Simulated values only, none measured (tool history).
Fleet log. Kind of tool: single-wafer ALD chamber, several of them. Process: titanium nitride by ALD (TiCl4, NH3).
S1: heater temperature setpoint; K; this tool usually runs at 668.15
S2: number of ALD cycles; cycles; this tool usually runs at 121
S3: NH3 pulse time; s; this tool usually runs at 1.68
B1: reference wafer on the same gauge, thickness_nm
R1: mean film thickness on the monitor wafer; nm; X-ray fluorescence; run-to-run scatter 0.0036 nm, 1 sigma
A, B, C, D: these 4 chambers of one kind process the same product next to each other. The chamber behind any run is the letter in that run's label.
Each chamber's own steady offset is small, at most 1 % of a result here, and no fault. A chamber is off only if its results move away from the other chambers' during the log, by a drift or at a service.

run	hour	S1	S2	S3	B1	R1
1B	6.6	668.15	121	1.68	2.3005	2.6198
2C	12.3	668.15	121	1.68	2.2998	2.6314
3A	20.4	668.15	121	1.68	2.3005	2.6551
4D	28.0	668.15	121	1.68	2.3018	2.6160
# hour 28.5: chamber D: thermocouple changed; heater temperature recalibrated
5A	40.7	668.15	121	1.68	2.3013	2.6507
6C	47.8	668.15	121	1.68	2.3016	2.6321
7B	59.2	668.15	121	1.68	2.3024	2.6214
8D	68.8	668.15	121	1.68	2.3031	2.6218
9C	80.2	668.15	121	1.68	2.3023	2.6296
10B	86.7	668.15	121	1.68	2.3023	2.6253
11A	94.5	668.15	121	1.68	2.3019	2.6553
12D	106.7	668.15	121	1.68	2.3038	2.6174
13B	114.2	668.15	121	1.68	2.3036	2.6269
14D	121.5	668.15	121	1.68	2.3044	2.6215
15A	134.0	668.15	121	1.68	2.3042	2.6591
16C	142.8	682.15	121	1.68	2.3050	2.6517
17A	153.0	682.15	121	1.68	2.3056	2.6734
18D	165.1	682.15	121	1.68	2.3059	2.6459
19B	173.9	682.15	121	1.68	2.3053	2.6507
20C	186.3	668.15	113	1.68	2.3071	2.4525
21D	192.5	668.15	113	1.68	2.3065	2.4520
22C	202.3	668.15	113	1.68	2.3068	2.4598
23A	208.3	668.15	113	1.68	2.3082	2.4913
24B	217.9	668.15	121	1.68	2.3068	2.6352
25C	230.4	668.15	121	1.68	2.3070	2.6321
26D	241.8	668.15	121	1.68	2.3078	2.6250
27B	250.1	668.15	121	1.68	2.3084	2.6303
28A	256.4	668.15	121	1.68	2.3091	2.6625
29D	267.1	678.15	121	1.68	2.3083	2.6454
30B	275.2	678.15	121	1.68	2.3092	2.6472
31C	286.7	678.15	121	1.68	2.3103	2.6556
32A	295.2	678.15	121	1.68	2.3106	2.6809
33C	306.3	668.15	121	1.68	2.3103	2.6326
34B	319.2	668.15	121	1.68	2.3109	2.6293
35D	331.3	673.15	139	1.68	2.3110	3.0358
36A	342.0	673.15	139	1.68	2.3114	3.0772
37D	354.1	673.15	139	1.68	2.3119	3.0305
38C	360.6	673.15	139	1.68	2.3123	3.0455
39A	372.2	680.15	121	2.25	2.3137	2.7176

Predict what each chamber gives when all 4 of them run the settings below next.
40A	381.6	668.15	121	1.68		?
40B	381.6	668.15	121	1.68		?
40C	381.6	668.15	121	1.68		?
40D	381.6	668.15	121	1.68		?

run	R1
40A	2.6674
40B	2.6285
40C	2.6411
40D	2.6313
